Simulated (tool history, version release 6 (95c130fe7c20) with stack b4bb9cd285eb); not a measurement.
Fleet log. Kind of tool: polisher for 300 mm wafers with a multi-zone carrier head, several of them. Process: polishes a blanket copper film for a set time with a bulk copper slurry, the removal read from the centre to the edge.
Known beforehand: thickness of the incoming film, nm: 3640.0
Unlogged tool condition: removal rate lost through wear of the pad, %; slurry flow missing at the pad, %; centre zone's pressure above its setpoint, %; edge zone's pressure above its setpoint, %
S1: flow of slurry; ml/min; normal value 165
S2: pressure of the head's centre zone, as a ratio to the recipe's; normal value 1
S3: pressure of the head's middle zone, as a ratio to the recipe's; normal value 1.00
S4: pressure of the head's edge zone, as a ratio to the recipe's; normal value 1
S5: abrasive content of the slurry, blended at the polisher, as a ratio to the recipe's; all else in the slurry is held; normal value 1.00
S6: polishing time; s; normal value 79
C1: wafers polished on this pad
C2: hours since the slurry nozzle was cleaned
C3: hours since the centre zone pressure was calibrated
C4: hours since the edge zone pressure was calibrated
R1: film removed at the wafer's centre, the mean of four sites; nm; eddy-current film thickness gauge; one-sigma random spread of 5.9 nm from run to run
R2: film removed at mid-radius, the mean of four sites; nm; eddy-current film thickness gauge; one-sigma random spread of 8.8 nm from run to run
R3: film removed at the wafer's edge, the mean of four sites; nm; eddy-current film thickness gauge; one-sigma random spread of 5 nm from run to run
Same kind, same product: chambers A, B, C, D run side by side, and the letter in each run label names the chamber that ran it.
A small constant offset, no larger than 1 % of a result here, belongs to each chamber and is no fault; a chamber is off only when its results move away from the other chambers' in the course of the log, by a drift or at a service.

run     day   S1  S2    S3  S4    S5  S6    C1     C2      C3      C4      R1      R2      R3
 1A   0.288  165   1  1.00   1  1.00  79  1005  511.5   198.0   385.3  834.33  824.19  825.66
      0.521  -- chamber A: worn pad replaced by a new one
 2D   0.558  165   1  1.00   1  1.00  79   696   93.9   128.0  1205.6  823.55  840.83  830.41
      0.679  -- chamber D: worn pad replaced by a new one
 3C   0.933  165   1  1.00   1  1.00  79  1403  303.0   772.8   340.4  820.81  827.02  834.02
 4B   1.296  165   1  1.00   1  1.00  79   687   55.8   240.2   241.7  836.36  837.15  838.80
      1.512  -- chamber C: worn pad replaced by a new one
 5B   1.608  165   1  1.00   1  1.00  79   753   63.3   247.7   249.2  822.62  839.98  827.59
 6A   1.879  165   1  1.00   1  1.00  79   289  549.7   236.2   423.5  828.82  815.09  821.58
 7D   2.204  165   1  1.00   1  1.00  79   324  133.4   167.5  1245.1  822.83  825.77  842.39
 8C   2.654  165   1  1.00   1  1.00  79   243  344.3   814.1   381.7  830.15  838.59  828.63
 9A   3.100  165   1  1.00   1  1.00  79   548  579.0   265.5   452.8  832.64  824.81  818.94
10B   3.442  165   1  1.07   1  1.00  79  1143  107.3   291.7   293.2  831.17  867.67  822.26
11C   3.721  165   1  1.07   1  1.00  79   469  369.9   839.7   407.3  829.51  872.70  839.11
12D   4.208  165   1  1.07   1  1.00  79   750  181.5   215.6  1293.2  827.49  884.38  830.89
      4.292  -- chamber D: edge zone pressure recalibrated
13C   4.462  165   1  1.07   1  1.00  79   627  387.7   857.5   425.1  828.78  889.78  826.37
14D   4.688  165   1  1.00   1  1.00  79   852  193.0   227.1     9.5  829.22  816.73  831.52
      4.750  -- chamber D: worn pad replaced by a new one
15A   5.133  165   1  1.00   1  1.00  79   980  627.8   314.3   501.6  818.35  825.47  829.17
      5.446  -- chamber A: worn pad replaced by a new one
16B   5.562  165   1  1.05   1  1.15  79  1594  158.2   342.6   344.1  829.73  884.00  841.41
17B   6.050  165   1  1.05   1  1.15  79  1697  169.9   354.3   355.8  834.53  854.28  835.54
      6.308  -- chamber C: slurry nozzle cleaned
18A   6.325  165   1  1.05   1  1.15  79   187  656.4   342.9   530.2  855.78  897.03  860.30
19D   6.721  165   1  1.05   1  1.15  79   419  241.8   275.9    58.3  857.65  901.56  855.75
20C   7.075  165   1  1.00   1  1.00  79  1182   18.4   920.2   487.8  833.21  838.06  825.41
21C   7.346  165   1  1.00   1  1.00  79  1240   24.9   926.7   494.3  827.11  833.68  825.47
      7.496  -- chamber A: slurry nozzle cleaned
22A   7.708  165   1  1.00   1  1.00  79   481    5.1   376.1   563.4  837.39  826.32  832.01
23B   8.062  165   1  1.00   1  1.00  79  2125  218.2   402.6   404.1  784.31  794.38  785.83
24D   8.483  165   1  1.00   1  1.00  79   793  284.1   318.2   100.6  821.31  834.09  841.83
      8.546  -- chamber D: worn pad replaced by a new one
      8.592  -- chamber A: edge zone pressure recalibrated
25B   8.892  165   1  1.00   1  1.00  79  2301  238.1   422.5   424.0  788.88  793.36  790.38
      8.929  -- chamber C: worn pad replaced by a new one
26A   9.271  165   1  1.00   1  1.00  79   813   42.6   413.6    16.3  828.14  837.89  827.12
27C   9.579  165   1  1.00   1  1.00  79   138   78.5   980.3   547.9  834.59  827.06  820.81
28D  10.029  165   1  1.00   1  1.00  54   315  321.2   355.3   137.7  571.14  564.56  568.37
29B  10.358  165   1  1.00   1  1.00  54  2613  273.3   457.7   459.2  526.46  527.20  526.44
30A  10.642  165   1  1.00   1  1.00  54  1104   75.5   446.5    49.2  562.04  558.86  564.97
31C  11.067  165   1  1.00   1  1.00  54   455  114.2  1016.0   583.6  566.93  550.34  569.46
32D  11.388  165   1  1.00   1  1.00  79   604  353.8   387.9   170.3  834.42  826.82  829.92
     11.662  -- chamber A: worn pad replaced by a new one
33A  11.817  165   1  1.00   1  1.00  79    32  103.7   474.7    77.4  831.33  818.43  825.80

What goes on in this fleet: one chamber off, a drifting gauge, or nothing beyond the chambers' own small offsets? Name the chamber and the cause, if any.

Little by little, chamber B moves away from the other chambers.
Most likely cause: removal rate lost through wear of the pad, % = 8.48.
It could be hard to tell apart here from: slurry flow missing at the pad, %.

Here are 4 candidates for chamber B's next run, each the usual settings with a change, their results left as question marks. Which one brings its results back in line with what the others give on the usual settings?
A result is in line if it is within this distance of the other chambers' mean on the usual settings: R1 21.00 nm; R2 31.00 nm; R3 18.00 nm
34B-1  12.171  170   1  1.00   1  1.00  86                   ?   ?   ?
34B-2  12.171  165   1  1.00   1  1.00  81                   ?   ?   ?
34B-3  12.171  160   1  1.00   1  1.00  73                   ?   ?   ?
34B-4  12.171  165   1  1.00   1  1.00  77                   ?   ?   ?

The other chambers' mean on the usual settings: R1 828.97 nm; R2 828.58 nm; R3 829.66 nm
  run      R1      R2      R3
34B-1  831.66  837.54  829.96
34B-2  778.80  784.82  778.79
34B-3  697.59  703.48  699.10
34B-4  740.34  746.06  740.33
34B-1 puts the chamber back in line with the other chambers.

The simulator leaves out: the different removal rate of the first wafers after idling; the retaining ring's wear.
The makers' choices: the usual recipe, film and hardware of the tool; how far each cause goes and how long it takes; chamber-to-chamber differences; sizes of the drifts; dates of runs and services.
